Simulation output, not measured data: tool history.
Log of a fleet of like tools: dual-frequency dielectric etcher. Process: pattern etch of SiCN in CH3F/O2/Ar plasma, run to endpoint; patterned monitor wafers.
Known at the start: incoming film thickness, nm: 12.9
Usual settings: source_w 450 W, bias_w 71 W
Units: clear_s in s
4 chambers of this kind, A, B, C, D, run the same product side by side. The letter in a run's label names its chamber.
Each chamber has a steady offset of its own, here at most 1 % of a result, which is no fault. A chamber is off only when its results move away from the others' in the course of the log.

| run | day | source_w | bias_w | clear_s |
|---|---|---|---|---|
| 1C | 0.633 | 450 | 71 | 32.996 |
| 2D | 1.171 | 450 | 71 | 32.871 |
| 3A | 1.579 | 450 | 71 | 33.118 |
| 4B | 2.067 | 450 | 71 | 33.255 |
| 5B | 2.533 | 550 | 60 | 32.598 |
| 6C | 2.833 | 550 | 60 | 32.637 |
|  | 3.158 | chamber A: wet clean of the chamber |
| 7A | 3.283 | 550 | 60 | 32.529 |
| 8D | 3.754 | 550 | 60 | 32.280 |
| 9C | 4.204 | 360 | 85 | 34.002 |
| 10A | 4.738 | 360 | 85 | 33.821 |
| 11D | 5.162 | 360 | 85 | 33.629 |
| 12B | 5.754 | 360 | 85 | 33.862 |
| 13B | 6.125 | 450 | 71 | 33.547 |
|  | 6.242 | chamber A: source power generator calibrated |
| 14C | 6.533 | 450 | 71 | 33.122 |
| 15D | 6.946 | 450 | 71 | 32.880 |
|  | 7.188 | chamber B: bias power generator calibrated |
| 16A | 7.383 | 450 | 71 | 33.213 |
| 17A | 7.738 | 450 | 71 | 32.917 |
| 18B | 8.283 | 450 | 71 | 34.082 |
| 19D | 8.779 | 450 | 71 | 32.693 |
| 20C | 9.146 | 390 | 71 | 34.870 |
| 21A | 9.704 | 390 | 71 | 34.950 |
| 22C | 9.996 | 390 | 71 | 35.001 |
| 23B | 10.446 | 390 | 71 | 36.467 |
| 24D | 11.062 | 450 | 71 | 32.973 |

Is one chamber off against the others, does the gauge drift, or is nothing wrong? If a chamber is off, say which, and what the likeliest cause is.

Chamber B drifts away from the others.
Cause: etch rate under this chamber's usual, % = 5.13.

Here are 4 candidates for chamber B's next run, each the usual settings with a change, their results left as question marks. Which one brings its results back in line with what the others give on the usual settings?
In line means no further than this from the other chambers' mean on the usual settings: clear_s 0.450 s
| 25B-1 | 11.521 | 520 | 71 | ? |
| 25B-2 | 11.521 | 520 | 82 | ? |
| 25B-3 | 11.521 | 390 | 61 | ? |
| 25B-4 | 11.521 | 420 | 66 | ? |

The other chambers' mean on the usual settings: clear_s 33.071 s
| run | clear_s |
|---|---|
| 25B-1 | 33.008 |
| 25B-2 | 31.387 |
| 25B-3 | 38.715 |
| 25B-4 | 36.658 |
25B-1 brings the chamber back in line.
